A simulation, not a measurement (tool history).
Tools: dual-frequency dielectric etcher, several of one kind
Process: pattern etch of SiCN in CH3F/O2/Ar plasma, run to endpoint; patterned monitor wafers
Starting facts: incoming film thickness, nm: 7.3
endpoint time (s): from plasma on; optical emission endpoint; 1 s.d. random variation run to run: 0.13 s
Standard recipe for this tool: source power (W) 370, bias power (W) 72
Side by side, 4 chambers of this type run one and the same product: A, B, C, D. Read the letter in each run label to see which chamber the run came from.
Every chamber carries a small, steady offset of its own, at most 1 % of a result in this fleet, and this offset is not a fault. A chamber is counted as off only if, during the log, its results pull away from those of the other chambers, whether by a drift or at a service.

run     day  source power (W)  bias power (W)  endpoint time (s)
 1C   0.317               370              72             20.112
 2D   0.471               370              72             20.090
 3B   0.746               370              72             19.977
 4A   1.062               370              72             20.043
 5A   1.362               370              72             19.903
 6C   1.517               370              72             20.205
 7D   1.683               370              72             20.037
 8B   1.996               460              72             18.682
 9B   2.258               460              72             18.494
10A   2.562               460              72             18.239
11D   2.858               460              72             18.205
12C   3.050               370              72             20.373
13D   3.212               370              72             19.910
14A   3.404               370              72             20.128
15C   3.688               450              72             18.705
16B   3.954               450              72             18.548
17C   4.196               450              72             18.661
18D   4.500               450              72             18.558
19A   4.821               370              79             19.318
20B   5.004               370              79             19.274
21D   5.225               370              79             19.350
22B   5.396               370              79             19.560
23A   5.542               370              72             20.145
24C   5.725               370              72             20.151
25D   5.875               340              72             20.459
      6.025  -- chamber A: wet clean of the chamber
26C   6.171               340              72             20.891
27B   6.483               340              72             20.724
28A   6.712               340              72             20.678
29C   6.862               370              72             20.056
30D   7.062               370              72             19.924
31A   7.312               370              72             19.867
      7.512  -- chamber D: wet clean of the chamber
32B   7.588               370              72             20.251
33A   7.850               370              72             19.876
34D   8.092               370              72             19.891
35B   8.346               370              72             20.044
36C   8.542               370              72             20.304
37A   8.850               370              72             19.983
38C   9.129               370              72             20.337
39B   9.333               330              57             22.793
40D   9.575               330              57             22.556
41C   9.783               330              57             23.021
42A   9.988               330              57             22.784
43B  10.212               370              72             20.137

Is one chamber out of step, is the gauge drifting, or do the chambers differ by no more than their own small offsets? For an off chamber, give its letter and the likeliest cause.

Nothing is wrong: each chamber keeps only its own small, steady offset and the gauge holds still.

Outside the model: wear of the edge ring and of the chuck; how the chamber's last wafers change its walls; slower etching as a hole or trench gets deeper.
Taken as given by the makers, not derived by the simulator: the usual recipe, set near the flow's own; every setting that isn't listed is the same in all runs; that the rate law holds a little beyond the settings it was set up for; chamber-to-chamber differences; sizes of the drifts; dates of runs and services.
